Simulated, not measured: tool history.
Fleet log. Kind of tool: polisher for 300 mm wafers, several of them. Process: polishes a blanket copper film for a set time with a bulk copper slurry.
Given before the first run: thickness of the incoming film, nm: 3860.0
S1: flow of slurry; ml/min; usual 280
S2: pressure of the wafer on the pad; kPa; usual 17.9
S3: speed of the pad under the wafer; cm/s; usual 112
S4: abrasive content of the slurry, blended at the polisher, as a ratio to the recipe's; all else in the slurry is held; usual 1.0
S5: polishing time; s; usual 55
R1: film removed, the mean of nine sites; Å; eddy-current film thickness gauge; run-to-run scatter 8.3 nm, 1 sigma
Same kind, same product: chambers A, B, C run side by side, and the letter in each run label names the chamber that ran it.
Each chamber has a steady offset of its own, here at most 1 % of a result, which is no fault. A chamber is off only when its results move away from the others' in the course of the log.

run	day	S1	S2	S3	S4	S5	R1
# day 0.371: chamber C: slurry blender recalibrated
1B	0.404	280	17.9	112	1.0	55	5899.1
# day 0.471: chamber B: slurry nozzle cleaned
2A	0.700	280	17.9	112	1.0	55	5943.8
# day 1.054: chamber C: slurry nozzle cleaned
3C	1.271	280	17.9	112	1.0	55	5789.8
# day 1.583: chamber B: worn pad replaced by a new one
4C	1.583	280	17.9	112	1.0	55	5803.5
# day 1.754: chamber A: worn pad replaced by a new one
# day 1.775: chamber A: head pressure recalibrated
5B	2.142	280	17.9	112	1.0	55	5857.5
6A	2.617	280	17.9	112	1.0	55	5926.9
7C	2.967	215	17.9	112	1.0	55	5721.9
8A	3.467	215	17.9	112	1.0	55	5720.1
# day 3.658: chamber B: worn pad replaced by a new one
9B	3.796	215	17.9	112	1.0	55	5833.6
# day 3.854: chamber A: worn pad replaced by a new one
10B	4.358	280	17.9	112	1.0	55	5880.4
11C	4.892	280	17.9	112	1.0	55	5927.8
12A	5.258	280	17.9	112	1.0	55	5840.1
# day 5.554: chamber B: slurry blender recalibrated
# day 5.750: chamber A: worn pad replaced by a new one
# day 5.779: chamber A: slurry nozzle cleaned
13A	5.833	280	17.9	76	1.0	69	5127.2
# day 5.921: chamber B: worn pad replaced by a new one
14C	6.375	280	17.9	76	1.0	69	4794.4
15B	6.888	280	17.9	76	1.0	69	5078.1
16C	7.350	280	17.9	112	1.0	55	5418.9
# day 7.804: chamber A: worn pad replaced by a new one
# day 7.808: chamber B: worn pad replaced by a new one
# day 7.867: chamber C: slurry blender recalibrated
17A	7.921	280	17.9	112	1.0	55	6030.8
18B	8.200	280	17.9	112	1.0	55	5928.6
19A	8.733	280	17.9	112	1.0	55	5948.6
20B	9.179	280	17.9	112	0.8	55	5676.5
21C	9.492	280	17.9	112	0.8	55	4974.3
22C	10.125	280	17.9	112	0.8	55	4849.6

Which is it: a chamber that has drifted or been left off by a service, a gauge drift common to all chambers, or only each chamber's usual small offset? If a chamber is off, name it and its likeliest cause.

One chamber, C, drifts off from the rest bit by bit.
What lies behind it: removal rate lost through wear of the pad, % = 12.8.
With only this log, it may be confused with: head's pressure below its setpoint, %.

Which of the 4 candidates below, each the usual settings with something changed and its results left as question marks, puts chamber C back in line with what the other chambers give on the usual settings?
In-line tolerance around the mean of the other chambers on the usual settings: R1 290.0 Å
23C-1	10.583	280	18.6	112	1.0	56	?
23C-2	10.583	280	18.6	118	1.0	58	?
23C-3	10.583	280	17.2	110	1.0	55	?
23C-4	10.583	280	17.2	106	1.0	52	?

Other chambers, usual settings, mean: R1 5922.9 Å
run	R1
23C-1	5452.1
23C-2	5953.7
23C-3	4869.5
23C-4	4433.9
23C-2 brings the chamber back in line.

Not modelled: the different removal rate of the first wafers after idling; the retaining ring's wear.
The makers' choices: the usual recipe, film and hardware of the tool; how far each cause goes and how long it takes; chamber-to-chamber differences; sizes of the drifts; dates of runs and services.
